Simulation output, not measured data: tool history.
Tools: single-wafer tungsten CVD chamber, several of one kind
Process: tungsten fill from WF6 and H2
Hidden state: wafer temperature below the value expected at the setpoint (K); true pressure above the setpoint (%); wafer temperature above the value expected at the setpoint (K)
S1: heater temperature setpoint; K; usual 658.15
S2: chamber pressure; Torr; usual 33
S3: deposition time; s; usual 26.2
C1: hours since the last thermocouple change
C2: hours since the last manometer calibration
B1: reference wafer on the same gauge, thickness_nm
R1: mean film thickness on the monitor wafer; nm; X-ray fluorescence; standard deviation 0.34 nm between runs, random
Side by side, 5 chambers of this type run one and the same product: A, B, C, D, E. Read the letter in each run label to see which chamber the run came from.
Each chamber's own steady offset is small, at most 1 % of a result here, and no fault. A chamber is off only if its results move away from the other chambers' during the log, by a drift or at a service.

run 1B hour=15.8 | S1=658.15 S2=33 S3=26.2 | C1=606 C2=1603.6 | B1=53.379 | R1=60.666
run 2D hour=29.7 | S1=658.15 S2=33 S3=26.2 | C1=1518.3 C2=455.2 | B1=53.506 | R1=60.315
run 3A hour=42.4 | S1=658.15 S2=33 S3=26.2 | C1=100.4 C2=757.9 | B1=53.358 | R1=59.226
-- hour=50 chamber D: thermocouple changed; heater temperature recalibrated
run 4C hour=56 | S1=658.15 S2=33 S3=26.2 | C1=63.8 C2=833.6 | B1=53.32 | R1=59.491
run 5E hour=63.5 | S1=658.15 S2=39.5 S3=26.2 | C1=1631.8 C2=588.6 | B1=53.394 | R1=64.597
run 6A hour=72 | S1=658.15 S2=39.5 S3=26.2 | C1=130 C2=787.5 | B1=53.504 | R1=64.735
run 7C hour=80.9 | S1=658.15 S2=39.5 S3=26.2 | C1=88.7 C2=858.5 | B1=53.409 | R1=65.693
run 8D hour=92.1 | S1=658.15 S2=39.5 S3=26.2 | C1=42.1 C2=517.6 | B1=53.371 | R1=65.082
run 9B hour=107.1 | S1=658.15 S2=39.5 S3=26.2 | C1=697.3 C2=1694.9 | B1=53.453 | R1=64.557
run 10E hour=118.2 | S1=658.15 S2=33 S3=26.2 | C1=1686.5 C2=643.3 | B1=53.377 | R1=59.957
run 11D hour=129 | S1=658.15 S2=33 S3=26.2 | C1=79 C2=554.5 | B1=53.43 | R1=60.385
run 12C hour=139.6 | S1=658.15 S2=33 S3=26.2 | C1=147.4 C2=917.2 | B1=53.346 | R1=59.764
run 13B hour=155.3 | S1=658.15 S2=33 S3=26.2 | C1=745.5 C2=1743.1 | B1=53.442 | R1=60.285
run 14E hour=162.6 | S1=653.15 S2=25 S3=26.2 | C1=1730.9 C2=687.7 | B1=53.39 | R1=47.256
run 15A hour=178.1 | S1=653.15 S2=25 S3=26.2 | C1=236.1 C2=893.6 | B1=53.396 | R1=47.437
run 16B hour=188.1 | S1=653.15 S2=25 S3=26.2 | C1=778.3 C2=1775.9 | B1=53.432 | R1=47.267
run 17C hour=202.9 | S1=653.15 S2=25 S3=26.2 | C1=210.7 C2=980.5 | B1=53.415 | R1=47.993
run 18E hour=218.2 | S1=653.15 S2=25 S3=26.2 | C1=1786.5 C2=743.3 | B1=53.338 | R1=47.031
run 19D hour=227.3 | S1=658.15 S2=33 S3=26.2 | C1=177.3 C2=652.8 | B1=53.294 | R1=59.498
run 20A hour=243.7 | S1=658.15 S2=33 S3=26.2 | C1=301.7 C2=959.2 | B1=53.385 | R1=58.651
run 21D hour=252.8 | S1=658.15 S2=33 S3=26.2 | C1=202.8 C2=678.3 | B1=53.399 | R1=60.055
run 22E hour=269.4 | S1=658.15 S2=33 S3=26.2 | C1=1837.7 C2=794.5 | B1=53.349 | R1=58.895
run 23B hour=283 | S1=658.15 S2=33 S3=26.2 | C1=873.2 C2=1870.8 | B1=53.382 | R1=60.235
run 24A hour=295.2 | S1=658.15 S2=33 S3=26.2 | C1=353.2 C2=1010.7 | B1=53.341 | R1=59.103
run 25C hour=306.2 | S1=658.15 S2=33 S3=26.2 | C1=314 C2=1083.8 | B1=53.451 | R1=60.281
run 26C hour=318 | S1=658.15 S2=33 S3=26.2 | C1=325.8 C2=1095.6 | B1=53.386 | R1=59.817
run 27A hour=329.1 | S1=658.15 S2=33 S3=26.2 | C1=387.1 C2=1044.6 | B1=53.37 | R1=59.655
run 28E hour=342 | S1=658.15 S2=33 S3=26.2 | C1=1910.3 C2=867.1 | B1=53.395 | R1=59.6
run 29D hour=356 | S1=658.15 S2=33 S3=26.2 | C1=306 C2=781.5 | B1=53.383 | R1=60.273
run 30B hour=368 | S1=658.15 S2=33 S3=26.2 | C1=958.2 C2=1955.8 | B1=53.342 | R1=60.122
run 31B hour=378 | S1=651.15 S2=33 S3=26.2 | C1=968.2 C2=1965.8 | B1=53.367 | R1=51.892
run 32D hour=391.1 | S1=651.15 S2=33 S3=26.2 | C1=341.1 C2=816.6 | B1=53.409 | R1=51.963
run 33E hour=404.9 | S1=651.15 S2=33 S3=26.2 | C1=1973.2 C2=930 | B1=53.38 | R1=51.915
run 34A hour=414.3 | S1=651.15 S2=33 S3=26.2 | C1=472.3 C2=1129.8 | B1=53.345 | R1=51.464
run 35C hour=421.5 | S1=651.15 S2=33 S3=26.2 | C1=429.3 C2=1199.1 | B1=53.402 | R1=52.414
run 36C hour=433.3 | S1=658.15 S2=33 S3=26.2 | C1=441.1 C2=1210.9 | B1=53.363 | R1=60.322
run 37D hour=445.7 | S1=658.15 S2=33 S3=26.2 | C1=395.7 C2=871.2 | B1=53.385 | R1=59.537
run 38B hour=460.8 | S1=658.15 S2=33 S3=26.2 | C1=1051 C2=2048.6 | B1=53.47 | R1=60.144
run 39E hour=470.4 | S1=658.15 S2=33 S3=26.2 | C1=2038.7 C2=995.5 | B1=53.387 | R1=59.085
run 40A hour=482 | S1=663.15 S2=33 S3=26.2 | C1=540 C2=1197.5 | B1=53.322 | R1=65.38

For the next run the whole fleet of 5 chambers uses the same settings. Give each chamber's results:
run 41A hour=493.9 | S1=658.15 S2=29 S3=26.2 | R1=?
run 41B hour=493.9 | S1=658.15 S2=29 S3=26.2 | R1=?
run 41C hour=493.9 | S1=658.15 S2=29 S3=26.2 | R1=?
run 41D hour=493.9 | S1=658.15 S2=29 S3=26.2 | R1=?
run 41E hour=493.9 | S1=658.15 S2=29 S3=26.2 | R1=?

run=41A R1=56.114
run=41B R1=56.582
run=41C R1=56.178
run=41D R1=56.271
run=41E R1=56.114

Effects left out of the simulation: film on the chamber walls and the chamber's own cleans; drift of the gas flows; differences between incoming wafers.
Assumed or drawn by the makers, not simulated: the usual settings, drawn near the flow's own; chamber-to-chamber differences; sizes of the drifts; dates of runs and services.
